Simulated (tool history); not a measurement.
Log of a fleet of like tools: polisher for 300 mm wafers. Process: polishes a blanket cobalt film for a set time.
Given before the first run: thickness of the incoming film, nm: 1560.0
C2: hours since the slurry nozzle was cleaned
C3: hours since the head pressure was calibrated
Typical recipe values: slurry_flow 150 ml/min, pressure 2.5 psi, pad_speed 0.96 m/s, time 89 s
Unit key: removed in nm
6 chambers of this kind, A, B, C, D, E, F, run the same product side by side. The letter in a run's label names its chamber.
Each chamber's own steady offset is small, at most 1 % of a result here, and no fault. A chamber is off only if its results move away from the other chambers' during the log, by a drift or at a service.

Run 1E, hour 8.1: usual settings; wafers polished on this pad 96; C2 218.9; C3 621.7. Result: removed 495.90 nm.
Run 2B, hour 16.7: usual settings; wafers polished on this pad 598; C2 427.3; C3 738.1. Result: removed 510.09 nm.
At hour 17.7: chamber C: head pressure recalibrated.
Run 3D, hour 23.3: usual settings; wafers polished on this pad 1281; C2 86.0; C3 368.2. Result: removed 517.13 nm.
At hour 24.2: chamber E: head pressure recalibrated.
Run 4C, hour 32.8: usual settings; wafers polished on this pad 820; C2 40.4; C3 15.1. Result: removed 511.54 nm.
At hour 33.3: chamber D: worn pad replaced by a new one.
Run 5F, hour 42.4: usual settings; wafers polished on this pad 787; C2 810.6; C3 527.8. Result: removed 502.62 nm.
Run 6A, hour 51.9: usual settings; wafers polished on this pad 636; C2 181.8; C3 225.2. Result: removed 513.46 nm.
Run 7F, hour 59.4: usual settings; wafers polished on this pad 937; C2 827.6; C3 544.8. Result: removed 488.27 nm.
At hour 64.8: chamber B: slurry nozzle cleaned.
Run 8B, hour 66.1: usual settings; wafers polished on this pad 1034; C2 1.4; C3 787.5. Result: removed 505.35 nm.
At hour 68.3: chamber C: worn pad replaced by a new one.
Run 9D, hour 72.2: usual settings; wafers polished on this pad 344; C2 134.9; C3 417.1. Result: removed 518.76 nm.
Run 10C, hour 77.4: usual settings; wafers polished on this pad 80; C2 85.0; C3 59.7. Result: removed 513.15 nm.
At hour 78.8: chamber F: worn pad replaced by a new one.
Run 11E, hour 88.2: usual settings; wafers polished on this pad 804; C2 299.0; C3 64.1. Result: removed 498.39 nm.
Run 12A, hour 96.9: usual settings; wafers polished on this pad 1034; C2 226.8; C3 270.2. Result: removed 502.76 nm.
At hour 102.6: chamber E: worn pad replaced by a new one.
Run 13D, hour 104.3: usual settings; wafers polished on this pad 628; C2 167.0; C3 449.2. Result: removed 502.46 nm.
At hour 111.8: chamber A: worn pad replaced by a new one.
Run 14B, hour 112.4: usual settings but slurry_flow 175 ml/min; wafers polished on this pad 1444; C2 47.7; C3 833.8. Result: removed 497.21 nm.
Run 15C, hour 121.8: usual settings but slurry_flow 175 ml/min; wafers polished on this pad 473; C2 129.4; C3 104.1. Result: removed 512.64 nm.
Run 16E, hour 126.7: usual settings but slurry_flow 175 ml/min; wafers polished on this pad 213; C2 337.5; C3 102.6. Result: removed 514.06 nm.
At hour 126.9: chamber F: head pressure recalibrated.
Run 17A, hour 136.6: usual settings but slurry_flow 175 ml/min; wafers polished on this pad 220; C2 266.5; C3 309.9. Result: removed 499.60 nm.
At hour 136.8: chamber F: slurry nozzle cleaned.
At hour 138.3: chamber A: slurry nozzle cleaned.
Run 18F, hour 146.2: usual settings but slurry_flow 175 ml/min; wafers polished on this pad 595; C2 9.4; C3 19.4. Result: removed 506.31 nm.
Run 19A, hour 156.2: usual settings but slurry_flow 175 ml/min; wafers polished on this pad 393; C2 18.0; C3 329.5. Result: removed 515.98 nm.
Run 20B, hour 163.2: usual settings; wafers polished on this pad 1893; C2 98.5; C3 884.6. Result: removed 481.46 nm.
Run 21E, hour 173.2: usual settings; wafers polished on this pad 624; C2 384.0; C3 149.1. Result: removed 500.75 nm.
At hour 174.6: chamber D: worn pad replaced by a new one.
At hour 179.5: chamber C: worn pad replaced by a new one.
Run 22F, hour 184.4: usual settings; wafers polished on this pad 933; C2 47.6; C3 57.6. Result: removed 498.64 nm.
Run 23C, hour 189.6: usual settings; wafers polished on this pad 89; C2 197.2; C3 171.9. Result: removed 502.68 nm.
At hour 192.2: chamber F: worn pad replaced by a new one.
At hour 194.0: chamber A: head pressure recalibrated.
Run 24D, hour 196.1: usual settings; wafers polished on this pad 190; C2 258.8; C3 541.0. Result: removed 507.28 nm.
Run 25B, hour 202.8: usual settings; wafers polished on this pad 2243; C2 138.1; C3 924.2. Result: removed 470.83 nm.
At hour 204.6: chamber C: slurry nozzle cleaned.
Run 26C, hour 209.2: usual settings but pad_speed 0.66 m/s; wafers polished on this pad 262; C2 4.6; C3 191.5. Result: removed 354.58 nm.
At hour 211.8: chamber E: worn pad replaced by a new one.
Run 27E, hour 214.3: usual settings but pad_speed 0.66 m/s; wafers polished on this pad 22; C2 425.1; C3 190.2. Result: removed 340.45 nm.
Run 28D, hour 220.0: usual settings but pad_speed 0.66 m/s; wafers polished on this pad 401; C2 282.7; C3 564.9. Result: removed 361.27 nm.
Run 29A, hour 226.9: usual settings but pad_speed 0.66 m/s; wafers polished on this pad 1018; C2 88.7; C3 33.0. Result: removed 351.19 nm.
At hour 229.2: chamber A: worn pad replaced by a new one.
Run 30F, hour 236.8: usual settings but pad_speed 0.66 m/s; wafers polished on this pad 394; C2 100.0; C3 110.0. Result: removed 350.44 nm.
At hour 243.0: chamber D: slurry nozzle cleaned.
Run 31D, hour 247.4: usual settings but pad_speed 0.66 m/s; wafers polished on this pad 643; C2 4.5; C3 592.3. Result: removed 352.45 nm.
Run 32C, hour 258.6: usual settings; wafers polished on this pad 699; C2 54.0; C3 240.9. Result: removed 498.72 nm.
At hour 258.9: chamber D: head pressure recalibrated.
Run 33F, hour 264.5: usual settings but pad_speed 1.22 m/s; wafers polished on this pad 639; C2 127.7; C3 137.7. Result: removed 638.35 nm.
Run 34E, hour 275.5: usual settings but pad_speed 1.22 m/s; wafers polished on this pad 563; C2 486.3; C3 251.4. Result: removed 635.92 nm.
Run 35B, hour 286.4: usual settings but pad_speed 1.22 m/s; wafers polished on this pad 2982; C2 221.7; C3 1007.8. Result: removed 573.56 nm.
Run 36A, hour 296.3: usual settings but pad_speed 1.22 m/s; wafers polished on this pad 593; C2 158.1; C3 102.4. Result: removed 644.95 nm.
At hour 299.5: chamber F: worn pad replaced by a new one.
Run 37B, hour 306.0: usual settings but pad_speed 1.22 m/s; wafers polished on this pad 3155; C2 241.3; C3 1027.4. Result: removed 563.34 nm.
Run 38A, hour 311.7: usual settings but pad_speed 1.22 m/s; wafers polished on this pad 729; C2 173.5; C3 117.8. Result: removed 640.81 nm.
Run 39D, hour 321.9: usual settings; wafers polished on this pad 1302; C2 79.0; C3 63.1. Result: removed 506.29 nm.
At hour 327.6: chamber E: worn pad replaced by a new one.
Run 40F, hour 329.2: usual settings; wafers polished on this pad 263; C2 192.4; C3 202.4. Result: removed 495.02 nm.
Run 41E, hour 337.3: usual settings but pad_speed 1.16 m/s, time 107 s; wafers polished on this pad 86; C2 548.1; C3 313.2. Result: removed 740.03 nm.

Next, all 6 chambers run the settings below, one line each with question marks for the results. What does each chamber give?
Run 42A, hour 345.3: usual settings. Result: removed ?.
Run 42B, hour 345.3: usual settings. Result: removed ?.
Run 42C, hour 345.3: usual settings. Result: removed ?.
Run 42D, hour 345.3: usual settings. Result: removed ?.
Run 42E, hour 345.3: usual settings. Result: removed ?.
Run 42F, hour 345.3: usual settings. Result: removed ?.

run  removed
42A   510.93
42B   435.74
42C   508.66
42D   510.95
42E   507.41
42F   515.21
